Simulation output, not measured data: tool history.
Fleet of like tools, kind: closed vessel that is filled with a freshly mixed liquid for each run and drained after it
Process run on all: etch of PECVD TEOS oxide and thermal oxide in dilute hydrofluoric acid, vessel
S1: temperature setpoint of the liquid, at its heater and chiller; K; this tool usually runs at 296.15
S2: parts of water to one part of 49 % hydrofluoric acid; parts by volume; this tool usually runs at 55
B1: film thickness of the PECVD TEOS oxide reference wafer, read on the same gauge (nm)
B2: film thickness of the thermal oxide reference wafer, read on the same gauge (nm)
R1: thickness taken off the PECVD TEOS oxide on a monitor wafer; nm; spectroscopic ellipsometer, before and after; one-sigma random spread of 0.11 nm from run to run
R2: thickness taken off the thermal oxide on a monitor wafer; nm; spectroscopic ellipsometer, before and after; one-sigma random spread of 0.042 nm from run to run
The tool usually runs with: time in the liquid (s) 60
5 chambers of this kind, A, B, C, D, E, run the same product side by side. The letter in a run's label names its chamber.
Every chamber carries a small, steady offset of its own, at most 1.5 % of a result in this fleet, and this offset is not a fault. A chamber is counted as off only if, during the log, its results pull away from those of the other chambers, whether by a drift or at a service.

{"run": "1A", "hour": 6.4, "S1": 296.15, "S2": 55, "time in the liquid (s)": 60, "B1": 119.99, "B2": 50.004, "R1": 14.055, "R2": 4.8368}
{"run": "2D", "hour": 13.5, "S1": 296.15, "S2": 55, "time in the liquid (s)": 60, "B1": 120.03, "B2": 50, "R1": 13.932, "R2": 4.8945}
{"run": "3C", "hour": 24.0, "S1": 296.15, "S2": 55, "time in the liquid (s)": 60, "B1": 120, "B2": 50.003, "R1": 13.824, "R2": 4.9357}
{"run": "4B", "hour": 29.9, "S1": 296.15, "S2": 55, "time in the liquid (s)": 60, "B1": 119.99, "B2": 50.033, "R1": 13.844, "R2": 4.8863}
{"run": "5E", "hour": 38.2, "S1": 296.15, "S2": 55, "time in the liquid (s)": 60, "B1": 119.99, "B2": 50.012, "R1": 13.851, "R2": 4.8619}
{"run": "6B", "hour": 48.3, "S1": 296.15, "S2": 55, "time in the liquid (s)": 60, "B1": 120, "B2": 50.003, "R1": 13.87, "R2": 4.9649}
{"run": "7D", "hour": 57.1, "S1": 296.15, "S2": 55, "time in the liquid (s)": 80, "B1": 120, "B2": 49.996, "R1": 18.704, "R2": 6.5037}
{"run": "8E", "hour": 68.6, "S1": 296.15, "S2": 55, "time in the liquid (s)": 80, "B1": 120.01, "B2": 49.99, "R1": 18.567, "R2": 6.5165}
{"run": "9A", "hour": 78.3, "S1": 296.15, "S2": 55, "time in the liquid (s)": 80, "B1": 120.02, "B2": 49.985, "R1": 18.765, "R2": 6.4558}
{"run": "10C", "hour": 85.1, "S1": 296.15, "S2": 55, "time in the liquid (s)": 80, "B1": 119.99, "B2": 49.978, "R1": 18.765, "R2": 6.6073}
{"hour": 86.1, "done": "chamber C: hydrofluoric acid flow meter replaced"}
{"run": "11B", "hour": 93.2, "S1": 296.15, "S2": 55, "time in the liquid (s)": 80, "B1": 120, "B2": 50, "R1": 18.477, "R2": 6.4704}
{"run": "12E", "hour": 100.4, "S1": 296.15, "S2": 55, "time in the liquid (s)": 60, "B1": 120, "B2": 50.011, "R1": 14.207, "R2": 4.8879}
{"run": "13C", "hour": 106.0, "S1": 296.15, "S2": 55, "time in the liquid (s)": 60, "B1": 119.99, "B2": 49.973, "R1": 13.96, "R2": 4.9541}
{"run": "14A", "hour": 115.3, "S1": 296.15, "S2": 55, "time in the liquid (s)": 60, "B1": 120, "B2": 49.983, "R1": 14.067, "R2": 4.8021}
{"run": "15D", "hour": 122.4, "S1": 296.15, "S2": 55, "time in the liquid (s)": 60, "B1": 120.01, "B2": 49.994, "R1": 13.885, "R2": 4.9197}
{"run": "16D", "hour": 130.1, "S1": 296.15, "S2": 55, "time in the liquid (s)": 60, "B1": 120.02, "B2": 50.015, "R1": 13.999, "R2": 4.881}
{"run": "17E", "hour": 138.4, "S1": 296.15, "S2": 55, "time in the liquid (s)": 60, "B1": 120.01, "B2": 50.016, "R1": 14.086, "R2": 4.7796}
{"run": "18C", "hour": 144.2, "S1": 296.15, "S2": 80, "time in the liquid (s)": 60, "B1": 119.97, "B2": 49.999, "R1": 9.2164, "R2": 3.3033}
{"run": "19B", "hour": 151.5, "S1": 296.15, "S2": 80, "time in the liquid (s)": 60, "B1": 119.98, "B2": 50.007, "R1": 9.4915, "R2": 3.2478}
{"run": "20A", "hour": 162.5, "S1": 296.15, "S2": 80, "time in the liquid (s)": 60, "B1": 120.02, "B2": 49.997, "R1": 9.1467, "R2": 3.2403}
{"run": "21D", "hour": 173.7, "S1": 296.15, "S2": 80, "time in the liquid (s)": 60, "B1": 120.01, "B2": 50.006, "R1": 9.2401, "R2": 3.2809}
{"run": "22A", "hour": 185.4, "S1": 296.15, "S2": 80, "time in the liquid (s)": 60, "B1": 120.01, "B2": 49.992, "R1": 9.3691, "R2": 3.2478}
{"run": "23B", "hour": 196.6, "S1": 296.15, "S2": 55, "time in the liquid (s)": 60, "B1": 119.97, "B2": 50.015, "R1": 14.158, "R2": 4.9037}
{"run": "24E", "hour": 206.3, "S1": 296.15, "S2": 55, "time in the liquid (s)": 60, "B1": 119.97, "B2": 49.969, "R1": 13.987, "R2": 4.9184}
{"run": "25C", "hour": 212.6, "S1": 296.15, "S2": 55, "time in the liquid (s)": 60, "B1": 120.03, "B2": 50.004, "R1": 13.896, "R2": 5.0455}
{"run": "26C", "hour": 219.5, "S1": 296.15, "S2": 55, "time in the liquid (s)": 60, "B1": 120.02, "B2": 49.985, "R1": 13.953, "R2": 5.0083}
{"run": "27D", "hour": 227.6, "S1": 296.15, "S2": 55, "time in the liquid (s)": 60, "B1": 120.02, "B2": 49.992, "R1": 13.692, "R2": 4.8659}
{"run": "28B", "hour": 234.2, "S1": 296.15, "S2": 55, "time in the liquid (s)": 40, "B1": 120.01, "B2": 49.969, "R1": 9.2954, "R2": 3.2486}
{"run": "29E", "hour": 246.1, "S1": 296.15, "S2": 55, "time in the liquid (s)": 40, "B1": 120.01, "B2": 50.02, "R1": 9.3237, "R2": 3.3009}
{"run": "30A", "hour": 252.2, "S1": 296.15, "S2": 55, "time in the liquid (s)": 40, "B1": 120, "B2": 50.028, "R1": 9.3963, "R2": 3.2005}
{"run": "31C", "hour": 259.2, "S1": 296.15, "S2": 55, "time in the liquid (s)": 40, "B1": 120, "B2": 50.007, "R1": 9.3273, "R2": 3.2986}

Does one chamber stand apart from the rest, does the shared gauge drift, or is all well apart from small per-chamber offsets? Give the chamber and the most likely cause, where there is one.

All chambers stay in line apart from their small fixed offsets, and the gauge does not drift.

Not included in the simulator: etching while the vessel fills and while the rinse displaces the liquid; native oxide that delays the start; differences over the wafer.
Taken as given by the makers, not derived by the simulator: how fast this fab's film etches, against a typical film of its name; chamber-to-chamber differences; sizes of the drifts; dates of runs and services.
